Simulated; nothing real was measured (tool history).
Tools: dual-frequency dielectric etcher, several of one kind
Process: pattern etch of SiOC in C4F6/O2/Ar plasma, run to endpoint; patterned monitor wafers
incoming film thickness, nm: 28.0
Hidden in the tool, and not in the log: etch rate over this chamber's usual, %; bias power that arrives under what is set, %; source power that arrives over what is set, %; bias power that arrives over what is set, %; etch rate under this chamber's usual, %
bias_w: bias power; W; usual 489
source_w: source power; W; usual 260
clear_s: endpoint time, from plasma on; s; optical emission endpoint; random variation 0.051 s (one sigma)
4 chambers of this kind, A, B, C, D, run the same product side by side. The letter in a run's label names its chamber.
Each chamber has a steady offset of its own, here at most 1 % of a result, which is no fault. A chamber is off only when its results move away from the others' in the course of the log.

| run | hour | bias_w | source_w | hours since the last wet clean | hours since the last bias power generator calibration | hours since the last source power generator calibration | clear_s |
|---|---|---|---|---|---|---|---|
| 1C | 8.2 | 489 | 260 | 254.8 | 1443.4 | 2010.4 | 11.078 |
| 2A | 16.1 | 489 | 260 | 157.0 | 2319.7 | 3014.7 | 11.185 |
| 3B | 29.4 | 489 | 260 | 223.5 | 104.0 | 1309.8 | 11.075 |
| 4D | 36.6 | 489 | 260 | 337.4 | 3006.4 | 4255.9 | 11.055 |
| 5D | 45.7 | 489 | 260 | 346.5 | 3015.5 | 4265.0 | 11.001 |
|  | 48.0 | chamber A: bias power generator calibrated |
| 6C | 57.5 | 489 | 260 | 304.1 | 1492.7 | 2059.7 | 11.086 |
| 7B | 64.4 | 489 | 260 | 258.5 | 139.0 | 1344.8 | 11.130 |
| 8A | 75.0 | 489 | 260 | 215.9 | 27.0 | 3073.6 | 11.053 |
| 9C | 84.9 | 489 | 260 | 331.5 | 1520.1 | 2087.1 | 11.077 |
|  | 96.0 | chamber C: wet clean of the chamber |
| 10B | 98.5 | 489 | 260 | 292.6 | 173.1 | 1378.9 | 11.090 |
| 11D | 111.8 | 489 | 260 | 412.6 | 3081.6 | 4331.1 | 11.063 |
| 12A | 125.4 | 378 | 230 | 266.3 | 77.4 | 3124.0 | 12.589 |
| 13B | 136.9 | 378 | 230 | 331.0 | 211.5 | 1417.3 | 12.730 |
| 14D | 147.4 | 378 | 230 | 448.2 | 3117.2 | 4366.7 | 12.756 |
| 15C | 158.2 | 378 | 230 | 62.3 | 1593.4 | 2160.4 | 12.655 |
| 16A | 170.6 | 489 | 260 | 311.5 | 122.6 | 3169.2 | 10.880 |
| 17B | 177.6 | 489 | 260 | 371.7 | 252.2 | 1458.0 | 11.158 |
| 18D | 189.8 | 489 | 260 | 490.6 | 3159.6 | 4409.1 | 11.041 |
| 19A | 197.3 | 489 | 260 | 338.2 | 149.3 | 3195.9 | 10.806 |
| 20C | 204.5 | 489 | 260 | 108.6 | 1639.7 | 2206.7 | 11.129 |
| 21C | 214.6 | 489 | 260 | 118.7 | 1649.8 | 2216.8 | 11.123 |
|  | 217.9 | chamber D: wet clean of the chamber |
| 22A | 224.9 | 489 | 260 | 365.8 | 176.9 | 3223.5 | 10.822 |
| 23B | 231.7 | 489 | 260 | 425.8 | 306.3 | 1512.1 | 11.089 |
| 24D | 238.4 | 489 | 260 | 20.5 | 3208.2 | 4457.7 | 10.967 |
| 25B | 249.7 | 489 | 260 | 443.8 | 324.3 | 1530.1 | 11.139 |

Is one chamber off against the others, does the gauge drift, or is nothing wrong? If a chamber is off, say which, and what the likeliest cause is.

Chamber A drifts away from the others.
Cause: etch rate over this chamber's usual, % = 4.45.

Here are 4 candidates for chamber A's next run, each the usual settings with a change, their results left as question marks. Which one brings its results back in line with what the others give on the usual settings?
In line means no further than this from the other chambers' mean on the usual settings: clear_s 0.180 s
| 26A-1 | 260.0 | 516 | 270 |  |  |  | ? |
| 26A-2 | 260.0 | 489 | 310 |  |  |  | ? |
| 26A-3 | 260.0 | 489 | 220 |  |  |  | ? |
| 26A-4 | 260.0 | 462 | 250 |  |  |  | ? |

The other chambers' mean on the usual settings: clear_s 11.088 s
| run | clear_s |
|---|---|
| 26A-1 | 10.324 |
| 26A-2 | 10.025 |
| 26A-3 | 11.348 |
| 26A-4 | 11.076 |
26A-4 brings the chamber back in line.
